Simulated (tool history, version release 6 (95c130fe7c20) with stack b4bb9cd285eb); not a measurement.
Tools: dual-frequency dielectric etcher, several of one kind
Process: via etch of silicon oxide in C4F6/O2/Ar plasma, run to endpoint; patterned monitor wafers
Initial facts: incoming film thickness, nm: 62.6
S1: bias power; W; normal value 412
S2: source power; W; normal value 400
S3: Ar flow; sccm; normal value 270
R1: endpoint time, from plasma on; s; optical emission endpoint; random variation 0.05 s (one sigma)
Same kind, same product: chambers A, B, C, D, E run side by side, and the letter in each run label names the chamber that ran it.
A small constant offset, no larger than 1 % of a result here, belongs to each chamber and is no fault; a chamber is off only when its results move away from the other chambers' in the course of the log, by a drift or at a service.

| run | hour | S1 | S2 | S3 | R1 |
|---|---|---|---|---|---|
| 1A | 4.3 | 412 | 400 | 270 | 14.678 |
| 2B | 7.6 | 412 | 400 | 270 | 14.789 |
| 3D | 10.9 | 412 | 400 | 270 | 14.692 |
| 4C | 13.7 | 412 | 400 | 270 | 14.584 |
| 5E | 16.8 | 412 | 400 | 270 | 14.622 |
|  | 17.5 | chamber C: wet clean of the chamber |
| 6B | 19.0 | 322 | 400 | 250 | 15.909 |
| 7A | 22.1 | 322 | 400 | 250 | 15.954 |
| 8E | 25.1 | 322 | 400 | 250 | 15.811 |
| 9C | 28.0 | 322 | 400 | 250 | 15.710 |
| 10D | 30.1 | 322 | 400 | 250 | 15.924 |
| 11D | 33.2 | 412 | 400 | 270 | 14.667 |
| 12B | 35.9 | 412 | 400 | 270 | 14.671 |
| 13A | 38.3 | 412 | 400 | 270 | 14.690 |
| 14C | 41.5 | 412 | 490 | 270 | 13.419 |
| 15E | 45.3 | 412 | 490 | 270 | 13.546 |
| 16D | 49.4 | 412 | 490 | 270 | 13.587 |
| 17E | 52.7 | 412 | 490 | 270 | 13.581 |
| 18A | 55.8 | 412 | 490 | 270 | 13.583 |
|  | 58.8 | chamber E: wet clean of the chamber |
| 19B | 58.9 | 412 | 500 | 270 | 13.478 |
| 20C | 63.6 | 412 | 500 | 270 | 13.353 |
| 21C | 67.7 | 412 | 500 | 270 | 13.423 |
| 22B | 71.0 | 412 | 500 | 270 | 13.544 |
| 23A | 73.4 | 412 | 500 | 270 | 13.485 |
|  | 75.9 | chamber B: wet clean of the chamber |
| 24D | 78.0 | 412 | 400 | 270 | 14.683 |
| 25E | 81.1 | 412 | 400 | 270 | 14.583 |
| 26A | 85.5 | 412 | 400 | 270 | 14.621 |
| 27B | 90.2 | 412 | 400 | 270 | 14.690 |
| 28D | 92.6 | 412 | 400 | 270 | 14.675 |
| 29E | 97.1 | 412 | 400 | 270 | 14.650 |
| 30C | 99.9 | 412 | 400 | 270 | 14.587 |
| 31D | 104.7 | 412 | 400 | 270 | 14.648 |
| 32A | 108.5 | 412 | 400 | 270 | 14.749 |
| 33B | 111.0 | 412 | 400 | 270 | 14.676 |
| 34E | 113.6 | 412 | 400 | 270 | 14.551 |
| 35C | 117.3 | 412 | 400 | 270 | 14.551 |
| 36E | 121.1 | 412 | 400 | 270 | 14.659 |
| 37C | 123.3 | 412 | 400 | 270 | 14.519 |
| 38D | 125.7 | 412 | 400 | 270 | 14.657 |
| 39B | 130.3 | 412 | 400 | 270 | 14.762 |
| 40A | 134.0 | 412 | 400 | 270 | 14.700 |
| 41D | 137.3 | 412 | 400 | 270 | 14.728 |

Is one chamber off against the others, does the gauge drift, or is nothing wrong? If a chamber is off, say which, and what the likeliest cause is.

Neither any chamber nor the gauge drifts; the chambers differ only by their own small, steady offsets.

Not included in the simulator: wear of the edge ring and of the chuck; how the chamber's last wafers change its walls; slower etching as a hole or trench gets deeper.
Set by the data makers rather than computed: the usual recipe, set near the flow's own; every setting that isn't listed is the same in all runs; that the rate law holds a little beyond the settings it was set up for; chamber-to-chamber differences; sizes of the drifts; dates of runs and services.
